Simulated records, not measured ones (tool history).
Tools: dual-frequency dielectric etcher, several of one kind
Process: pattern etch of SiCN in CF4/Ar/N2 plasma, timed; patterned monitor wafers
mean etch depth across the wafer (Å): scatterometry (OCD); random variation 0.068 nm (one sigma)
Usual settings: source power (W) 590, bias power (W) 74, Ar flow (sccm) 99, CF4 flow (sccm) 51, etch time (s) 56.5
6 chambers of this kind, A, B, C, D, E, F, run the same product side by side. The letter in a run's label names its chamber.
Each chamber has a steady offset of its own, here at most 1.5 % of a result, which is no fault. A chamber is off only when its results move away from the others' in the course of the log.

| run | hour | source power (W) | bias power (W) | Ar flow (sccm) | CF4 flow (sccm) | etch time (s) | hours since the last wet clean | hours since the last source power generator calibration | hours since the last bias power generator calibration | hours since the last Ar flow controller change | hours since the last CF4 flow controller change | read-back reference wafer on the same gauge, depth_nm | mean etch depth across the wafer (Å) |
|---|---|---|---|---|---|---|---|---|---|---|---|---|---|
| 1B | 4.4 | 590 | 74 | 99 | 51 | 56.5 | 277.1 | 2352.6 | 1415.3 | 1622.3 | 2926.7 | 63.597 | 597.12 |
| 2F | 9 | 590 | 74 | 99 | 51 | 56.5 | 462.2 | 3599.8 | 2026 | 3014.2 | 2917.2 | 63.607 | 591.81 |
| 3A | 12.6 | 590 | 74 | 99 | 51 | 56.5 | 216.1 | 1033.8 | 3234.3 | 821.8 | 3607.3 | 63.617 | 595.77 |
| 4D | 18.1 | 590 | 74 | 99 | 51 | 56.5 | 260.6 | 492.2 | 551.8 | 1528.1 | 179.7 | 63.641 | 586.91 |
| 5C | 22.1 | 590 | 74 | 119 | 55 | 56.5 | 209.9 | 1459.8 | 2995.1 | 1379.8 | 1128.2 | 63.654 | 584.5 |
| 6E | 25.5 | 590 | 74 | 119 | 55 | 56.5 | 55 | 662.8 | 5355 | 352.2 | 3802.8 | 63.628 | 581.2 |
| 7A | 29 | 590 | 74 | 119 | 55 | 56.5 | 232.5 | 1050.2 | 3250.7 | 838.2 | 3623.7 | 63.64 | 586.22 |
|  | 30.4 | chamber E: bias power generator calibrated |
| 8D | 34.6 | 590 | 74 | 119 | 55 | 56.5 | 277.1 | 508.7 | 568.3 | 1544.6 | 196.2 | 63.662 | 578.98 |
| 9E | 40.1 | 590 | 74 | 119 | 55 | 56.5 | 69.6 | 677.4 | 9.8 | 366.8 | 3817.4 | 63.662 | 582.11 |
|  | 41.6 | chamber F: wet clean of the chamber |
| 10C | 45.9 | 590 | 74 | 119 | 55 | 56.5 | 233.7 | 1483.6 | 3018.9 | 1403.6 | 1152 | 63.682 | 585.91 |
| 11B | 50.6 | 590 | 74 | 99 | 51 | 56.5 | 323.3 | 2398.8 | 1461.5 | 1668.5 | 2972.9 | 63.697 | 597.36 |
| 12F | 56.2 | 590 | 74 | 99 | 51 | 56.5 | 14.6 | 3647 | 2073.2 | 3061.4 | 2964.4 | 63.705 | 593.87 |
| 13C | 62.3 | 590 | 74 | 99 | 51 | 56.5 | 250.1 | 1500 | 3035.3 | 1420 | 1168.4 | 63.717 | 596.77 |
| 14E | 67.7 | 590 | 74 | 99 | 51 | 56.5 | 97.2 | 705 | 37.4 | 394.4 | 3845 | 63.71 | 592.73 |
| 15B | 70.6 | 590 | 74 | 99 | 51 | 56.5 | 343.3 | 2418.8 | 1481.5 | 1688.5 | 2992.9 | 63.718 | 597.63 |
|  | 71.6 | chamber F: Ar flow controller replaced |
| 16A | 73.8 | 590 | 74 | 99 | 51 | 56.5 | 277.3 | 1095 | 3295.5 | 883 | 3668.5 | 63.729 | 596.09 |
| 17F | 77.1 | 590 | 74 | 99 | 51 | 56.5 | 35.5 | 3667.9 | 2094.1 | 5.6 | 2985.3 | 63.731 | 593.73 |
| 18D | 79.8 | 590 | 74 | 99 | 51 | 56.5 | 322.3 | 553.9 | 613.5 | 1589.8 | 241.4 | 63.736 | 588.87 |
| 19E | 85.4 | 590 | 74 | 99 | 51 | 56.5 | 114.9 | 722.7 | 55.1 | 412.1 | 3862.7 | 63.74 | 592.86 |
| 20A | 90.8 | 590 | 74 | 99 | 51 | 56.5 | 294.3 | 1112 | 3312.5 | 900 | 3685.5 | 63.755 | 596.56 |
| 21C | 94.2 | 590 | 74 | 99 | 51 | 56.5 | 282 | 1531.9 | 3067.2 | 1451.9 | 1200.3 | 63.763 | 597.14 |
| 22F | 97.6 | 590 | 74 | 99 | 51 | 56.5 | 56 | 3688.4 | 2114.6 | 26.1 | 3005.8 | 63.773 | 594.42 |
| 23B | 103 | 590 | 74 | 99 | 51 | 56.5 | 375.7 | 2451.2 | 1513.9 | 1720.9 | 3025.3 | 63.785 | 598.78 |
| 24D | 107.9 | 590 | 74 | 99 | 51 | 56.5 | 350.4 | 582 | 641.6 | 1617.9 | 269.5 | 63.791 | 588.41 |
| 25C | 113.1 | 590 | 74 | 99 | 51 | 56.5 | 300.9 | 1550.8 | 3086.1 | 1470.8 | 1219.2 | 63.803 | 597.98 |
| 26A | 117.9 | 590 | 88 | 91 | 51 | 56.5 | 321.4 | 1139.1 | 3339.6 | 927.1 | 3712.6 | 63.802 | 643.95 |
| 27E | 121.1 | 590 | 88 | 91 | 51 | 56.5 | 150.6 | 758.4 | 90.8 | 447.8 | 3898.4 | 63.802 | 641.46 |
| 28D | 125.2 | 590 | 88 | 91 | 51 | 56.5 | 367.7 | 599.3 | 658.9 | 1635.2 | 286.8 | 63.824 | 636.22 |
| 29B | 130.8 | 590 | 88 | 91 | 51 | 56.5 | 403.5 | 2479 | 1541.7 | 1748.7 | 3053.1 | 63.816 | 646.06 |
| 30F | 134.4 | 590 | 88 | 91 | 51 | 56.5 | 92.8 | 3725.2 | 2151.4 | 62.9 | 3042.6 | 63.827 | 641.13 |
|  | 137.1 | chamber B: wet clean of the chamber |
| 31B | 137.5 | 590 | 88 | 91 | 51 | 56.5 | 0.4 | 2485.7 | 1548.4 | 1755.4 | 3059.8 | 63.822 | 645.72 |
| 32A | 140.5 | 590 | 74 | 99 | 51 | 56.5 | 344 | 1161.7 | 3362.2 | 949.7 | 3735.2 | 63.849 | 598.55 |
| 33C | 144.4 | 590 | 74 | 99 | 51 | 56.5 | 332.2 | 1582.1 | 3117.4 | 1502.1 | 1250.5 | 63.851 | 597.33 |
| 34D | 147.7 | 590 | 74 | 99 | 51 | 56.5 | 390.2 | 621.8 | 681.4 | 1657.7 | 309.3 | 63.855 | 589.25 |
| 35E | 152.7 | 590 | 74 | 99 | 51 | 56.5 | 182.2 | 790 | 122.4 | 479.4 | 3930 | 63.864 | 594.2 |
| 36F | 157 | 590 | 74 | 99 | 51 | 56.5 | 115.4 | 3747.8 | 2174 | 85.5 | 3065.2 | 63.862 | 596.51 |
| 37A | 160.8 | 590 | 74 | 99 | 51 | 56.5 | 364.3 | 1182 | 3382.5 | 970 | 3755.5 | 63.877 | 597.86 |
| 38B | 165.6 | 590 | 88 | 99 | 51 | 56.5 | 28.5 | 2513.8 | 1576.5 | 1783.5 | 3087.9 | 63.909 | 638.89 |
| 39D | 171.6 | 590 | 88 | 99 | 51 | 56.5 | 414.1 | 645.7 | 705.3 | 1681.6 | 333.2 | 63.899 | 627.24 |

Is one chamber off against the others, does the gauge drift, or is nothing wrong? If a chamber is off, say which, and what the likeliest cause is.

The gauge drifts, so all chambers seem to drift together. No chamber is off.
Cause: gauge reads high (%) = 0.47.
